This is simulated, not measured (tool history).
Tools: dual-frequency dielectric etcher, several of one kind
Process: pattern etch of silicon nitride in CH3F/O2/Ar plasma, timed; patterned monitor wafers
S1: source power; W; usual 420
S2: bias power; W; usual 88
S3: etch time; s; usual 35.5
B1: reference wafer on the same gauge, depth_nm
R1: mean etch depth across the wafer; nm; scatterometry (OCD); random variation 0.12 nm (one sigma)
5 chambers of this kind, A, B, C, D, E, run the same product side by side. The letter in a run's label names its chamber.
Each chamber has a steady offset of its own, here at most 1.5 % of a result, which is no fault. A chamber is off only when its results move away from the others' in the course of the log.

run   hour   S1   S2    S3      B1      R1
 1D   12.3  420   88  35.5  32.401  26.968
 2E   24.8  420   88  35.5  32.433  27.111
 3C   37.8  420   88  35.5  32.371  27.191
 4B   44.8  420   88  35.5  32.391  27.058
 5A   59.7  420   88  35.5   32.42  26.737
 6D   69.6  420   88  27.5  32.415  20.907
 7C   81.6  420   88  27.5  32.415  21.228
 8E   94.4  420   88  27.5  32.399  20.935
 9A  104.4  420   88  27.5  32.389  20.878
     105.4  -- chamber A: source power generator calibrated
10B    112  420   88  27.5  32.419  21.069
     118.2  -- chamber B: source power generator calibrated
11E  119.6  420   88  35.5  32.404  27.009
12B  127.3  420   88  35.5  32.391  27.379
13A  136.4  420  108  35.5  32.404  29.049
14D  144.7  420  108  35.5  32.357  28.887
15C  160.3  420  108  35.5  32.391   29.41
16A  171.7  420  108  35.5  32.401   28.98
     178.6  -- chamber D: wet clean of the chamber
17E  184.1  420  108  35.5  32.395  29.188
18C  192.9  420   88  35.5  32.361  27.195
19D  199.8  420   88  35.5  32.385  28.292
     205.1  -- chamber C: wet clean of the chamber
20B  208.4  420   88  35.5  32.416  27.123
     220.2  -- chamber E: wet clean of the chamber
21A  220.6  420   88  35.5  32.394  26.899
22D  235.5  370   88  41.5  32.394  31.358
23B  247.7  370   88  41.5  32.443  30.457
24C  259.3  370   88  41.5  32.403  30.475
25E  271.4  370   88  41.5  32.397  30.053
26B    279  370   88  41.5  32.378  30.156
27C  290.2  420   88  35.5  32.399  27.469
     300.4  -- chamber D: source power generator calibrated
28A  304.3  420   88  35.5  32.439  27.041
29E  316.2  420   88  35.5  32.402  27.217
30D  328.9  420   78  35.5  32.352  27.367
31B  337.7  420   78  35.5  32.373   26.25
32A  348.5  420   78  35.5  32.363  25.869
33C  356.3  420   78  35.5  32.372  26.098
34E    370  420   78  35.5  32.409  25.995
     379.1  -- chamber B: wet clean of the chamber
35D  382.2  420   88  35.5  32.381  28.422
36C  389.8  420   88  35.5  32.385  27.113
37D  398.4  420   88  35.5  32.409  28.316
38E  406.5  420   88  35.5  32.367  26.796
39B    417  420   88  35.5  32.392  27.263
40A    425  420   88  35.5  32.368  27.016
41B  437.4  420   88  35.5  32.389  27.191
42D  450.8  420   88  35.5  32.415  28.206
     458.4  -- chamber A: wet clean of the chamber
43A  460.4  420   88  35.5  32.396  26.975
44E  475.8  420   88  35.5  32.385  27.096

Next, every chamber runs the same settings. What will each give?
45A  487.3  420  88  40.5       ?
45B  487.3  420  88  40.5       ?
45C  487.3  420  88  40.5       ?
45D  487.3  420  88  40.5       ?
45E  487.3  420  88  40.5       ?

run      R1
45A  30.654
45B  31.001
45C  31.194
45D  32.356
45E  31.041
